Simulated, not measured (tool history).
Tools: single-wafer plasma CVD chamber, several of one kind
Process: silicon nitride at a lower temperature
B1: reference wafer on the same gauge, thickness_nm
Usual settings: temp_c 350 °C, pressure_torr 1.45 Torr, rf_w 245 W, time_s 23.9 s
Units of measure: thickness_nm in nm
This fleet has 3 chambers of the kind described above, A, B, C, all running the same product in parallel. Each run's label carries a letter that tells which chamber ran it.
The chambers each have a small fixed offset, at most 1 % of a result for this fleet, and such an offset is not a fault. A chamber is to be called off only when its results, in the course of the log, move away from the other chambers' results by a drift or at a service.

{"run": "1C", "hour": 4.5, "temp_c": 350, "pressure_torr": 1.45, "rf_w": 245, "time_s": 23.9, "B1": 20.806, "thickness_nm": 23.798}
{"run": "2A", "hour": 11.0, "temp_c": 350, "pressure_torr": 1.45, "rf_w": 245, "time_s": 23.9, "B1": 20.803, "thickness_nm": 23.852}
{"run": "3B", "hour": 18.8, "temp_c": 350, "pressure_torr": 1.45, "rf_w": 245, "time_s": 23.9, "B1": 20.803, "thickness_nm": 23.473}
{"run": "4B", "hour": 27.0, "temp_c": 350, "pressure_torr": 1.45, "rf_w": 245, "time_s": 23.9, "B1": 20.796, "thickness_nm": 23.573}
{"run": "5A", "hour": 33.1, "temp_c": 350, "pressure_torr": 1.45, "rf_w": 245, "time_s": 23.9, "B1": 20.809, "thickness_nm": 23.805}
{"run": "6C", "hour": 41.0, "temp_c": 341, "pressure_torr": 1.33, "rf_w": 245, "time_s": 23.9, "B1": 20.804, "thickness_nm": 23.264}
{"run": "7B", "hour": 48.5, "temp_c": 341, "pressure_torr": 1.33, "rf_w": 245, "time_s": 23.9, "B1": 20.799, "thickness_nm": 23.047}
{"run": "8A", "hour": 53.3, "temp_c": 341, "pressure_torr": 1.33, "rf_w": 245, "time_s": 23.9, "B1": 20.804, "thickness_nm": 23.31}
{"run": "9C", "hour": 60.8, "temp_c": 350, "pressure_torr": 1.45, "rf_w": 245, "time_s": 23.9, "B1": 20.805, "thickness_nm": 23.722}
{"run": "10C", "hour": 69.1, "temp_c": 350, "pressure_torr": 1.45, "rf_w": 245, "time_s": 23.9, "B1": 20.794, "thickness_nm": 23.608}
{"run": "11A", "hour": 75.3, "temp_c": 350, "pressure_torr": 1.45, "rf_w": 245, "time_s": 23.9, "B1": 20.8, "thickness_nm": 23.775}
{"run": "12B", "hour": 80.3, "temp_c": 350, "pressure_torr": 1.45, "rf_w": 245, "time_s": 21.1, "B1": 20.8, "thickness_nm": 20.73}
{"run": "13A", "hour": 87.4, "temp_c": 350, "pressure_torr": 1.45, "rf_w": 245, "time_s": 21.1, "B1": 20.795, "thickness_nm": 20.955}
{"run": "14C", "hour": 94.3, "temp_c": 350, "pressure_torr": 1.45, "rf_w": 245, "time_s": 21.1, "B1": 20.794, "thickness_nm": 20.738}
{"run": "15B", "hour": 100.4, "temp_c": 350, "pressure_torr": 1.45, "rf_w": 245, "time_s": 23.9, "B1": 20.802, "thickness_nm": 23.555}
{"run": "16C", "hour": 107.2, "temp_c": 350, "pressure_torr": 1.31, "rf_w": 245, "time_s": 23.9, "B1": 20.791, "thickness_nm": 22.618}
{"run": "17A", "hour": 114.3, "temp_c": 350, "pressure_torr": 1.31, "rf_w": 245, "time_s": 23.9, "B1": 20.785, "thickness_nm": 23.15}
{"run": "18B", "hour": 122.6, "temp_c": 350, "pressure_torr": 1.31, "rf_w": 245, "time_s": 23.9, "B1": 20.797, "thickness_nm": 22.953}
{"run": "19A", "hour": 130.1, "temp_c": 350, "pressure_torr": 1.45, "rf_w": 245, "time_s": 23.9, "B1": 20.793, "thickness_nm": 23.827}
{"run": "20C", "hour": 137.6, "temp_c": 350, "pressure_torr": 1.45, "rf_w": 245, "time_s": 23.9, "B1": 20.797, "thickness_nm": 23.11}
{"run": "21B", "hour": 142.1, "temp_c": 350, "pressure_torr": 1.45, "rf_w": 245, "time_s": 23.9, "B1": 20.796, "thickness_nm": 23.509}

For the next run the whole fleet of 3 chambers uses the same settings. Give each chamber's results:
{"run": "22A", "hour": 148.2, "temp_c": 350, "pressure_torr": 1.45, "rf_w": 245, "time_s": 23.9, "thickness_nm": "?"}
{"run": "22B", "hour": 148.2, "temp_c": 350, "pressure_torr": 1.45, "rf_w": 245, "time_s": 23.9, "thickness_nm": "?"}
{"run": "22C", "hour": 148.2, "temp_c": 350, "pressure_torr": 1.45, "rf_w": 245, "time_s": 23.9, "thickness_nm": "?"}

run=22A thickness_nm=23.754
run=22B thickness_nm=23.499
run=22C thickness_nm=22.995
